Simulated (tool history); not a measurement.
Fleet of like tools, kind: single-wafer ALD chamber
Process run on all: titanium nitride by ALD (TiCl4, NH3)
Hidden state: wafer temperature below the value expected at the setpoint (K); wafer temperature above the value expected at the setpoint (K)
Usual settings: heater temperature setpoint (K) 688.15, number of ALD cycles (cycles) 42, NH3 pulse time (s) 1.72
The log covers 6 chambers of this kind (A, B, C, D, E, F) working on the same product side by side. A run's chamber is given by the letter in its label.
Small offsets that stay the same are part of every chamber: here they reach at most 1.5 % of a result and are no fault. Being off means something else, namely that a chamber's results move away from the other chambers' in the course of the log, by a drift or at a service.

run	day	heater temperature setpoint (K)	number of ALD cycles (cycles)	NH3 pulse time (s)	hours since the last thermocouple change	read-back reference wafer on the same gauge, thickness_nm	mean film thickness on the monitor wafer (Å)
1E	0.546	688.15	42	1.72	274.8	0.78282	9.2919
2D	0.892	688.15	42	1.72	404.2	0.78332	9.2174
3C	1.362	688.15	42	1.72	1574.7	0.78347	9.3110
4F	1.867	688.15	42	1.72	679.4	0.78335	9.3340
5A	2.275	688.15	42	1.72	396.0	0.78370	9.1567
6B	2.542	688.15	42	1.72	113.7	0.78361	9.2139
7F	3.117	688.15	39	1.72	709.4	0.78365	8.6828
8E	3.675	688.15	39	1.72	349.9	0.78404	8.6284
9B	4.167	688.15	39	1.72	152.7	0.78376	8.5718
10A	4.754	688.15	39	1.72	455.5	0.78422	8.5288
11D	5.312	688.15	39	1.72	510.3	0.78446	8.5804
12C	5.892	688.15	39	1.72	1683.4	0.78430	8.6260
13D	6.425	688.15	42	1.72	537.0	0.78443	9.2448
14B	6.775	688.15	42	1.72	215.3	0.78468	9.2550
15E	7.233	688.15	42	1.72	435.3	0.78481	9.3158
16A	7.500	688.15	42	1.72	521.4	0.78483	9.1762
17C	7.788	688.15	42	1.72	1728.9	0.78490	9.3177
18F	8.350	688.15	42	1.72	835.0	0.78518	9.3526
19F	8.871	688.15	42	1.72	847.5	0.78528	9.3729
20B	9.408	688.15	42	1.72	278.5	0.78532	9.2529
21C	9.775	683.15	42	1.72	1776.6	0.78555	9.3127
22E	10.171	683.15	42	1.72	505.8	0.78558	9.3085
23D	10.458	683.15	42	1.72	633.8	0.78550	9.1889
24A	10.775	683.15	42	1.72	600.0	0.78560	9.1697
25A	11.079	683.15	42	1.72	607.3	0.78560	9.1695
26E	11.429	683.15	42	1.72	536.0	0.78590	9.2968
27B	11.942	676.15	42	1.10	339.3	0.78578	9.0363
28D	12.408	676.15	42	1.10	680.6	0.78614	8.9817
29C	12.767	676.15	42	1.10	1848.4	0.78617	9.0722
# day 12.912: chamber C: thermocouple changed; heater temperature recalibrated
30F	13.179	676.15	42	1.10	950.9	0.78617	9.1257
31F	13.625	676.15	42	1.10	961.6	0.78655	9.1355
32C	14.175	676.15	42	1.10	30.3	0.78601	9.0850
33D	14.529	688.15	42	1.72	731.5	0.78677	9.2509
34E	15.050	675.15	38	1.72	622.9	0.78668	8.3813
35B	15.608	675.15	38	1.72	427.3	0.78673	8.3487
36A	16.142	675.15	38	1.72	728.8	0.78680	8.2672
37F	16.446	675.15	38	1.72	1029.3	0.78703	8.4500
38D	16.958	675.15	38	1.72	789.8	0.78691	8.3330

The same settings go to every chamber for the next run, one line per chamber below. Forecast the results for each:
39A	17.383	682.15	42	1.72			?
39B	17.383	682.15	42	1.72			?
39C	17.383	682.15	42	1.72			?
39D	17.383	682.15	42	1.72			?
39E	17.383	682.15	42	1.72			?
39F	17.383	682.15	42	1.72			?

run	mean film thickness on the monitor wafer (Å)
39A	9.1728
39B	9.2639
39C	9.3082
39D	9.2194
39E	9.3003
39F	9.3568

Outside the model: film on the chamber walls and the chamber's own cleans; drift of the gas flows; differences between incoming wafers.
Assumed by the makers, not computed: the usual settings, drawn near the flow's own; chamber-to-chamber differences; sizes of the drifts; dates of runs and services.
